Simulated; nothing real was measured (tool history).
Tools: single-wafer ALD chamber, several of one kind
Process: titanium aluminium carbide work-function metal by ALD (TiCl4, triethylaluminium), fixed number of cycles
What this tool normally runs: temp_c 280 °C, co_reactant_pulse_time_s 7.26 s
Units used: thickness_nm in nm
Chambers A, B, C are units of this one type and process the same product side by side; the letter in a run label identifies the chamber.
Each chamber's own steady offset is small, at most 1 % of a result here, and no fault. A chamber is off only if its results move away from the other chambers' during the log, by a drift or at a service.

| run | day | temp_c | co_reactant_pulse_time_s | read-back reference wafer on the same gauge, thickness_nm | thickness_nm |
|---|---|---|---|---|---|
| 1C | 0.246 | 280 | 7.26 | 1.8905 | 1.7177 |
| 2B | 0.604 | 280 | 7.26 | 1.8918 | 1.7456 |
| 3A | 0.983 | 280 | 7.26 | 1.8894 | 1.7256 |
| 4B | 1.362 | 280 | 7.26 | 1.8909 | 1.7496 |
|  | 1.729 | chamber C: triethylaluminium bottle replaced |
| 5A | 1.779 | 294 | 7.26 | 1.8890 | 1.8489 |
| 6C | 2.196 | 294 | 7.26 | 1.8901 | 1.8411 |
| 7C | 2.421 | 294 | 7.26 | 1.8908 | 1.8432 |
| 8B | 2.788 | 280 | 7.26 | 1.8899 | 1.7511 |
| 9A | 3.079 | 280 | 7.26 | 1.8896 | 1.7336 |
| 10A | 3.425 | 280 | 7.26 | 1.8898 | 1.7394 |
| 11C | 3.779 | 280 | 7.26 | 1.8905 | 1.7267 |
| 12B | 4.121 | 280 | 7.26 | 1.8893 | 1.7551 |
| 13B | 4.362 | 280 | 7.26 | 1.8901 | 1.7521 |
| 14A | 4.604 | 280 | 7.26 | 1.8894 | 1.7240 |
| 15C | 5.008 | 280 | 7.26 | 1.8908 | 1.7138 |
| 16A | 5.288 | 280 | 7.26 | 1.8896 | 1.7433 |
| 17C | 5.533 | 280 | 7.26 | 1.8909 | 1.7191 |
| 18B | 5.875 | 280 | 7.26 | 1.8903 | 1.7604 |
| 19C | 6.088 | 280 | 7.26 | 1.8901 | 1.7265 |
| 20B | 6.471 | 270 | 8.81 | 1.8906 | 1.7286 |
| 21A | 6.679 | 270 | 8.81 | 1.8905 | 1.7252 |
| 22C | 7.025 | 270 | 8.81 | 1.8910 | 1.7138 |
| 23B | 7.246 | 280 | 7.26 | 1.8900 | 1.7551 |
| 24A | 7.488 | 280 | 7.26 | 1.8906 | 1.7309 |
| 25C | 7.712 | 286 | 4.79 | 1.8899 | 1.5546 |
| 26B | 8.112 | 286 | 4.79 | 1.8907 | 1.5875 |
| 27A | 8.417 | 286 | 4.79 | 1.8902 | 1.5654 |
| 28A | 8.608 | 280 | 7.26 | 1.8888 | 1.7358 |
| 29B | 9.008 | 280 | 7.26 | 1.8890 | 1.7498 |
| 30C | 9.229 | 280 | 7.26 | 1.8892 | 1.7203 |
| 31A | 9.546 | 280 | 7.26 | 1.8896 | 1.7369 |
| 32C | 9.938 | 280 | 7.26 | 1.8899 | 1.7306 |
| 33B | 10.262 | 280 | 7.26 | 1.8906 | 1.7569 |
| 34B | 10.579 | 280 | 7.26 | 1.8910 | 1.7481 |
| 35A | 10.888 | 280 | 7.26 | 1.8901 | 1.7270 |

Each of the 3 chambers runs these same settings next. Fill in every chamber's results:
| 36A | 11.188 | 280 | 9.51 |  | ? |
| 36B | 11.188 | 280 | 9.51 |  | ? |
| 36C | 11.188 | 280 | 9.51 |  | ? |

| run | thickness_nm |
|---|---|
| 36A | 1.8174 |
| 36B | 1.8349 |
| 36C | 1.8052 |
